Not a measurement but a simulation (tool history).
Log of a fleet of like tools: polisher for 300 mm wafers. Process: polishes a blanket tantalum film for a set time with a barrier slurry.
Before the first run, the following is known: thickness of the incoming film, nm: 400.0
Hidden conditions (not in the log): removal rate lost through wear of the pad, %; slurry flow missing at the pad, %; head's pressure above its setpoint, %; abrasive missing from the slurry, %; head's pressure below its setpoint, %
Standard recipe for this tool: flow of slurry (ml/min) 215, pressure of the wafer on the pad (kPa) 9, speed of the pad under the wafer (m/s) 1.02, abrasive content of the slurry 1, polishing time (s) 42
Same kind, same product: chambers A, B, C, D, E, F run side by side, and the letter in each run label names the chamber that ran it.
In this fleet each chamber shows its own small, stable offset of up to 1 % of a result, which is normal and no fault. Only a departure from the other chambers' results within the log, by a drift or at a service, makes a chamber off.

run	hour	flow of slurry (ml/min)	pressure of the wafer on the pad (kPa)	speed of the pad under the wafer (m/s)	abrasive content of the slurry	polishing time (s)	wafers polished on this pad	hours since the slurry nozzle was cleaned	hours since the head pressure was calibrated	hours since the slurry blender was calibrated	film removed (angstrom)
# hour 0.7: chamber D: slurry blender recalibrated
1C	6.3	215	9	1.02	1	42	121	333.7	759.2	159.9	485.18
# hour 8.4: chamber C: head pressure recalibrated
# hour 8.7: chamber A: worn pad replaced by a new one
# hour 11.8: chamber B: worn pad replaced by a new one
2F	13.7	215	9	1.02	1	42	395	394.1	1331.7	17.4	484.02
# hour 16.6: chamber D: worn pad replaced by a new one
3D	18.6	215	9	1.02	1	42	27	142.6	502.8	17.9	488.12
4E	26.9	215	9	1.02	1	42	562	118.1	104	322.4	486.5
# hour 32.2: chamber E: worn pad replaced by a new one
5A	33.5	215	9	1.02	1	42	332	113.8	78.8	223.6	477.66
6B	41.4	150	9	1.02	0.75	42	395	226.3	1126.6	79.8	420.21
7C	47.9	150	9	1.02	0.75	42	677	375.3	39.6	201.5	414.27
8B	53.1	150	9	1.02	0.75	42	552	238	1138.3	91.5	421.72
# hour 57.2: chamber B: worn pad replaced by a new one
9A	57.9	150	9	1.02	0.75	42	658	138.2	103.2	248	416.54
10E	61.9	150	9	1.02	0.75	42	396	153.1	139	357.4	423.3
# hour 66.3: chamber C: worn pad replaced by a new one
11D	71	150	9	1.02	0.75	42	728	195	555.2	70.3	419.01
12F	76.4	215	9	1.02	1	42	1233	456.8	1394.4	80.1	484.35
# hour 76.5: chamber A: worn pad replaced by a new one
# hour 77.8: chamber B: slurry blender recalibrated
# hour 80: chamber D: worn pad replaced by a new one
# hour 80.1: chamber F: worn pad replaced by a new one
# hour 84.6: chamber D: slurry nozzle cleaned
13F	85.5	215	9	1.02	1	42	73	465.9	1403.5	89.2	484.62
# hour 89.8: chamber B: head pressure recalibrated
# hour 90.3: chamber E: worn pad replaced by a new one
14E	94.1	215	9	1.02	1	42	51	185.3	171.2	389.6	492.9
# hour 94.3: chamber B: slurry nozzle cleaned
# hour 97.5: chamber C: slurry blender recalibrated
15B	99	215	9	1.02	0.75	42	559	4.8	9.2	21.2	443.51
16C	106.1	215	9	1.02	0.75	42	532	433.5	97.8	8.7	439.19
# hour 107.3: chamber B: worn pad replaced by a new one
17D	110.4	215	9	1.02	0.75	42	407	25.9	594.6	109.7	425.58
18A	117.5	215	9	1.02	0.75	42	548	197.8	162.8	307.6	442.75
19D	126.1	215	9	1.02	0.75	42	617	41.6	610.3	125.4	429.28
# hour 130: chamber C: worn pad replaced by a new one
# hour 130.7: chamber A: worn pad replaced by a new one
20E	130.7	215	9	1.02	0.75	42	540	221.9	207.8	426.2	450.31
21A	136.5	215	9	1.02	1	42	77	216.8	181.8	326.6	484.11
# hour 142.8: chamber E: worn pad replaced by a new one
22B	143.6	215	9	1.02	1	42	485	49.4	53.8	65.8	483.86
# hour 150.4: chamber D: worn pad replaced by a new one
23F	152.2	215	9	1.02	1	42	964	532.6	1470.2	155.9	487.05
# hour 156: chamber B: worn pad replaced by a new one
# hour 156.7: chamber E: slurry blender recalibrated
24C	158.6	215	9	1.02	1	42	382	486	150.3	61.2	485.27
25D	163.2	215	9	1.02	1	42	171	78.7	647.4	162.5	467.2
26B	170.1	215	9	1.02	1	42	189	75.9	80.3	92.3	483.68
27A	177.2	215	9	1.02	1	42	621	257.5	222.5	367.3	489.39
# hour 183.3: chamber F: worn pad replaced by a new one
28E	185	215	9	1.02	1	42	564	276.2	262.1	28.3	487.03
# hour 185.9: chamber A: worn pad replaced by a new one
29F	192.5	215	9	1.02	1	42	123	572.9	1510.5	196.2	489.34
# hour 195.3: chamber E: worn pad replaced by a new one
# hour 198.7: chamber F: head pressure recalibrated
# hour 200: chamber C: worn pad replaced by a new one
30C	200.9	215	9	1.02	1	42	12	528.3	192.6	103.5	482.16
# hour 203.7: chamber E: head pressure recalibrated
# hour 206.3: chamber B: slurry blender recalibrated
31D	206.9	265	12.4	1.02	1	42	755	122.4	691.1	206.2	644.78
# hour 214.3: chamber B: worn pad replaced by a new one
32B	214.4	265	12.4	1.02	1	42	1	120.2	124.6	8.2	697.83
33A	219.4	265	12.4	1.02	1	42	448	299.7	264.7	409.5	686.33
34C	225.9	265	12.4	1.02	1	42	346	553.3	217.6	128.5	689.54
35E	231	265	12.4	1.02	1	42	478	322.2	27.3	74.3	689.77
36F	237.1	265	12.4	1.02	1	42	719	617.5	38.4	240.8	688.28
37E	242	215	9	1.02	1	42	625	333.2	38.3	85.3	487.49
38F	248.7	215	9	1.02	1	42	874	629.1	50	252.4	481.06
39C	253.8	245	9	1.22	1	42	719	581.2	245.5	156.4	595.36

The same settings go to every chamber for the next run, one line per chamber below. Forecast the results for each:
40A	260.3	215	9	0.8	1	42					?
40B	260.3	215	9	0.8	1	42					?
40C	260.3	215	9	0.8	1	42					?
40D	260.3	215	9	0.8	1	42					?
40E	260.3	215	9	0.8	1	42					?
40F	260.3	215	9	0.8	1	42					?

run	film removed (angstrom)
40A	376.84
40B	375.99
40C	384.02
40D	346.64
40E	382.62
40F	381.46

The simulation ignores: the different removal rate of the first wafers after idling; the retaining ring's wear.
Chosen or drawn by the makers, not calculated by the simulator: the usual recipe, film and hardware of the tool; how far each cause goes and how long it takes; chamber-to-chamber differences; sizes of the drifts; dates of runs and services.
